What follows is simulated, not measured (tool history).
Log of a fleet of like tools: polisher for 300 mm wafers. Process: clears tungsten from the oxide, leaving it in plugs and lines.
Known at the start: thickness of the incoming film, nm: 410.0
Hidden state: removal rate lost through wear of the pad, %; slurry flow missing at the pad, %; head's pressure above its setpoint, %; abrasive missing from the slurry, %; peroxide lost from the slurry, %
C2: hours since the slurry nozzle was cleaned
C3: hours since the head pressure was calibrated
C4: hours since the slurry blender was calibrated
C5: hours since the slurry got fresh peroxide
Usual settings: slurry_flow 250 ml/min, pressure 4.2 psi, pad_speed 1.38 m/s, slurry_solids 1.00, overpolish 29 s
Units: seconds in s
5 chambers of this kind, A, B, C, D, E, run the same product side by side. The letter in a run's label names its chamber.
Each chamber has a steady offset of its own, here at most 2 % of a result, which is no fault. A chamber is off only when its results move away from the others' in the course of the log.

run 1C hour=3.0 | slurry_flow=250 pressure=4.2 pad_speed=1.38 slurry_solids=1.00 overpolish=29 | wafers_polished_on_this_pad=92 C2=635.8 C3=769.0 C4=138.5 C5=91.8 | seconds=61.106
run 2A hour=8.4 | slurry_flow=250 pressure=4.2 pad_speed=1.38 slurry_solids=1.00 overpolish=29 | wafers_polished_on_this_pad=420 C2=190.5 C3=378.3 C4=90.1 C5=65.9 | seconds=58.176
run 3E hour=12.6 | slurry_flow=250 pressure=4.2 pad_speed=1.38 slurry_solids=1.00 overpolish=29 | wafers_polished_on_this_pad=207 C2=118.5 C3=555.5 C4=33.3 C5=35.6 | seconds=58.663
run 4D hour=16.5 | slurry_flow=250 pressure=4.2 pad_speed=1.38 slurry_solids=1.00 overpolish=29 | wafers_polished_on_this_pad=871 C2=230.3 C3=982.4 C4=49.7 C5=79.5 | seconds=58.047
-- hour=18.8 chamber A: slurry tank refilled with fresh slurry and peroxide
run 5B hour=18.9 | slurry_flow=250 pressure=4.2 pad_speed=1.38 slurry_solids=1.00 overpolish=29 | wafers_polished_on_this_pad=501 C2=342.6 C3=49.8 C4=44.8 C5=40.6 | seconds=59.205
run 6C hour=22.4 | slurry_flow=250 pressure=4.2 pad_speed=1.38 slurry_solids=1.00 overpolish=29 | wafers_polished_on_this_pad=309 C2=655.2 C3=788.4 C4=157.9 C5=111.2 | seconds=60.143
-- hour=27.0 chamber A: worn pad replaced by a new one
-- hour=27.5 chamber E: slurry tank refilled with fresh slurry and peroxide
run 7A hour=27.6 | slurry_flow=250 pressure=4.2 pad_speed=1.38 slurry_solids=1.00 overpolish=29 | wafers_polished_on_this_pad=7 C2=209.7 C3=397.5 C4=109.3 C5=8.8 | seconds=58.992
run 8E hour=32.4 | slurry_flow=250 pressure=4.2 pad_speed=1.38 slurry_solids=1.00 overpolish=29 | wafers_polished_on_this_pad=429 C2=138.3 C3=575.3 C4=53.1 C5=5.0 | seconds=57.442
-- hour=36.2 chamber E: worn pad replaced by a new one
run 9D hour=37.1 | slurry_flow=250 pressure=4.2 pad_speed=1.38 slurry_solids=1.00 overpolish=29 | wafers_polished_on_this_pad=1102 C2=250.9 C3=1003.0 C4=70.3 C5=100.1 | seconds=58.428
run 10B hour=39.5 | slurry_flow=250 pressure=4.2 pad_speed=1.38 slurry_solids=1.00 overpolish=29 | wafers_polished_on_this_pad=732 C2=363.2 C3=70.4 C4=65.4 C5=61.2 | seconds=57.884
-- hour=41.5 chamber E: head pressure recalibrated
-- hour=41.6 chamber B: slurry tank refilled with fresh slurry and peroxide
-- hour=42.4 chamber D: slurry tank refilled with fresh slurry and peroxide
run 11B hour=43.3 | slurry_flow=250 pressure=4.2 pad_speed=1.38 slurry_solids=1.00 overpolish=29 | wafers_polished_on_this_pad=774 C2=367.0 C3=74.2 C4=69.2 C5=1.7 | seconds=59.817
-- hour=44.4 chamber D: worn pad replaced by a new one
run 12D hour=45.8 | slurry_flow=250 pressure=4.2 pad_speed=1.38 slurry_solids=1.00 overpolish=29 | wafers_polished_on_this_pad=15 C2=259.6 C3=1011.7 C4=79.0 C5=3.5 | seconds=58.930
run 13E hour=48.4 | slurry_flow=250 pressure=4.2 pad_speed=1.38 slurry_solids=1.00 overpolish=29 | wafers_polished_on_this_pad=137 C2=154.3 C3=7.0 C4=69.1 C5=21.0 | seconds=59.445
run 14C hour=53.4 | slurry_flow=250 pressure=4.2 pad_speed=1.38 slurry_solids=1.00 overpolish=29 | wafers_polished_on_this_pad=657 C2=686.2 C3=819.4 C4=188.9 C5=142.2 | seconds=59.434
run 15A hour=58.5 | slurry_flow=250 pressure=4.2 pad_speed=1.38 slurry_solids=1.00 overpolish=29 | wafers_polished_on_this_pad=353 C2=240.6 C3=428.4 C4=140.2 C5=39.7 | seconds=56.786
run 16B hour=62.3 | slurry_flow=250 pressure=4.2 pad_speed=1.38 slurry_solids=1.00 overpolish=29 | wafers_polished_on_this_pad=987 C2=386.0 C3=93.2 C4=88.2 C5=20.7 | seconds=58.144
-- hour=63.0 chamber B: worn pad replaced by a new one
run 17C hour=67.3 | slurry_flow=250 pressure=4.2 pad_speed=1.38 slurry_solids=1.00 overpolish=29 | wafers_polished_on_this_pad=812 C2=700.1 C3=833.3 C4=202.8 C5=156.1 | seconds=57.996
-- hour=69.8 chamber E: slurry tank refilled with fresh slurry and peroxide
-- hour=70.1 chamber A: worn pad replaced by a new one
-- hour=72.0 chamber C: worn pad replaced by a new one
run 18D hour=72.8 | slurry_flow=250 pressure=4.2 pad_speed=1.38 slurry_solids=1.00 overpolish=29 | wafers_polished_on_this_pad=318 C2=286.6 C3=1038.7 C4=106.0 C5=30.5 | seconds=59.516
run 19E hour=75.3 | slurry_flow=250 pressure=4.2 pad_speed=1.38 slurry_solids=1.00 overpolish=29 | wafers_polished_on_this_pad=438 C2=181.2 C3=33.9 C4=96.0 C5=5.6 | seconds=59.592
-- hour=76.2 chamber E: worn pad replaced by a new one
run 20A hour=80.2 | slurry_flow=250 pressure=4.2 pad_speed=1.38 slurry_solids=1.00 overpolish=29 | wafers_polished_on_this_pad=113 C2=262.3 C3=450.1 C4=161.9 C5=61.4 | seconds=58.766
-- hour=82.3 chamber C: slurry tank refilled with fresh slurry and peroxide
-- hour=82.8 chamber A: slurry blender recalibrated
run 21B hour=82.8 | slurry_flow=250 pressure=4.2 pad_speed=1.38 slurry_solids=1.00 overpolish=29 | wafers_polished_on_this_pad=222 C2=406.5 C3=113.7 C4=108.7 C5=41.2 | seconds=59.939
run 22A hour=85.5 | slurry_flow=250 pressure=4.2 pad_speed=1.38 slurry_solids=1.00 overpolish=29 | wafers_polished_on_this_pad=173 C2=267.6 C3=455.4 C4=2.7 C5=66.7 | seconds=58.161
run 23E hour=89.3 | slurry_flow=250 pressure=4.2 pad_speed=1.38 slurry_solids=1.00 overpolish=29 | wafers_polished_on_this_pad=147 C2=195.2 C3=47.9 C4=110.0 C5=19.6 | seconds=57.616
run 24D hour=92.3 | slurry_flow=250 pressure=4.2 pad_speed=1.38 slurry_solids=1.00 overpolish=29 | wafers_polished_on_this_pad=536 C2=306.1 C3=1058.2 C4=125.5 C5=50.0 | seconds=60.699
-- hour=94.4 chamber C: slurry nozzle cleaned
run 25C hour=97.0 | slurry_flow=250 pressure=4.2 pad_speed=1.38 slurry_solids=1.15 overpolish=29 | wafers_polished_on_this_pad=281 C2=2.6 C3=863.0 C4=232.5 C5=14.8 | seconds=57.935
-- hour=98.6 chamber D: head pressure recalibrated
run 26B hour=99.6 | slurry_flow=250 pressure=4.2 pad_speed=1.38 slurry_solids=1.15 overpolish=29 | wafers_polished_on_this_pad=411 C2=423.3 C3=130.5 C4=125.5 C5=58.0 | seconds=56.241
-- hour=101.0 chamber A: slurry tank refilled with fresh slurry and peroxide
-- hour=101.7 chamber E: slurry nozzle cleaned
-- hour=102.8 chamber B: slurry tank refilled with fresh slurry and peroxide
run 27D hour=105.0 | slurry_flow=250 pressure=4.2 pad_speed=1.38 slurry_solids=1.15 overpolish=29 | wafers_polished_on_this_pad=679 C2=318.8 C3=6.5 C4=138.2 C5=62.7 | seconds=58.541
-- hour=106.4 chamber D: slurry nozzle cleaned
run 28A hour=109.6 | slurry_flow=250 pressure=4.2 pad_speed=1.38 slurry_solids=1.15 overpolish=29 | wafers_polished_on_this_pad=443 C2=291.7 C3=479.5 C4=26.8 C5=8.7 | seconds=56.603
run 29C hour=114.9 | slurry_flow=250 pressure=4.2 pad_speed=1.38 slurry_solids=1.15 overpolish=29 | wafers_polished_on_this_pad=481 C2=20.5 C3=880.9 C4=250.4 C5=32.7 | seconds=57.069
-- hour=116.3 chamber E: slurry tank refilled with fresh slurry and peroxide
-- hour=119.0 chamber A: worn pad replaced by a new one
run 30E hour=119.4 | slurry_flow=250 pressure=4.2 pad_speed=1.38 slurry_solids=1.00 overpolish=29 | wafers_polished_on_this_pad=485 C2=17.7 C3=78.0 C4=140.1 C5=3.2 | seconds=59.228
run 31C hour=122.2 | slurry_flow=250 pressure=3.4 pad_speed=1.54 slurry_solids=1.00 overpolish=29 | wafers_polished_on_this_pad=563 C2=27.8 C3=888.2 C4=257.7 C5=40.0 | seconds=66.884
-- hour=125.3 chamber E: worn pad replaced by a new one
run 32E hour=125.6 | slurry_flow=250 pressure=3.4 pad_speed=1.54 slurry_solids=1.00 overpolish=29 | wafers_polished_on_this_pad=4 C2=23.9 C3=84.2 C4=146.3 C5=9.4 | seconds=64.324
run 33A hour=129.8 | slurry_flow=250 pressure=3.4 pad_speed=1.54 slurry_solids=1.00 overpolish=29 | wafers_polished_on_this_pad=121 C2=311.9 C3=499.7 C4=47.0 C5=28.9 | seconds=64.043
-- hour=134.3 chamber C: worn pad replaced by a new one
run 34D hour=134.7 | slurry_flow=250 pressure=3.4 pad_speed=1.54 slurry_solids=1.00 overpolish=29 | wafers_polished_on_this_pad=1012 C2=28.3 C3=36.2 C4=167.9 C5=92.4 | seconds=64.335
-- hour=137.9 chamber A: slurry nozzle cleaned
run 35B hour=140.1 | slurry_flow=250 pressure=3.4 pad_speed=1.54 slurry_solids=1.00 overpolish=29 | wafers_polished_on_this_pad=865 C2=463.8 C3=171.0 C4=166.0 C5=37.4 | seconds=66.126
run 36E hour=144.1 | slurry_flow=250 pressure=4.2 pad_speed=1.20 slurry_solids=1.00 overpolish=29 | wafers_polished_on_this_pad=211 C2=42.4 C3=102.7 C4=164.8 C5=27.9 | seconds=67.870
run 37C hour=147.4 | slurry_flow=250 pressure=4.2 pad_speed=1.20 slurry_solids=1.00 overpolish=29 | wafers_polished_on_this_pad=147 C2=53.0 C3=913.4 C4=282.9 C5=65.2 | seconds=67.060
run 38A hour=150.1 | slurry_flow=250 pressure=4.2 pad_speed=1.20 slurry_solids=1.00 overpolish=29 | wafers_polished_on_this_pad=349 C2=12.2 C3=520.0 C4=67.3 C5=49.2 | seconds=66.997
-- hour=151.9 chamber D: worn pad replaced by a new one
-- hour=152.9 chamber B: worn pad replaced by a new one
-- hour=153.7 chamber D: slurry tank refilled with fresh slurry and peroxide
run 39B hour=155.0 | slurry_flow=250 pressure=4.2 pad_speed=1.20 slurry_solids=1.00 overpolish=29 | wafers_polished_on_this_pad=23 C2=478.7 C3=185.9 C4=180.9 C5=52.3 | seconds=67.378
run 40D hour=159.8 | slurry_flow=250 pressure=4.2 pad_speed=1.20 slurry_solids=1.00 overpolish=29 | wafers_polished_on_this_pad=89 C2=53.4 C3=61.3 C4=193.0 C5=6.2 | seconds=69.422
run 41D hour=163.1 | slurry_flow=250 pressure=4.2 pad_speed=1.38 slurry_solids=1.00 overpolish=29 | wafers_polished_on_this_pad=126 C2=56.7 C3=64.6 C4=196.3 C5=9.5 | seconds=58.938
-- hour=163.8 chamber A: worn pad replaced by a new one
run 42C hour=167.8 | slurry_flow=250 pressure=4.2 pad_speed=1.38 slurry_solids=1.00 overpolish=29 | wafers_polished_on_this_pad=376 C2=73.4 C3=933.8 C4=303.3 C5=85.6 | seconds=60.488
-- hour=169.9 chamber B: slurry tank refilled with fresh slurry and peroxide
run 43A hour=170.1 | slurry_flow=250 pressure=4.2 pad_speed=1.38 slurry_solids=1.00 overpolish=29 | wafers_polished_on_this_pad=70 C2=32.2 C3=540.0 C4=87.3 C5=69.2 | seconds=58.282
run 44B hour=173.9 | slurry_flow=250 pressure=4.2 pad_speed=1.38 slurry_solids=1.00 overpolish=29 | wafers_polished_on_this_pad=235 C2=497.6 C3=204.8 C4=199.8 C5=4.0 | seconds=58.903

What goes on in this fleet: one chamber off, a drifting gauge, or nothing beyond the chambers' own small offsets? Name the chamber and the cause, if any.

No chamber stands off beyond its own small offset, and the gauge holds steady.
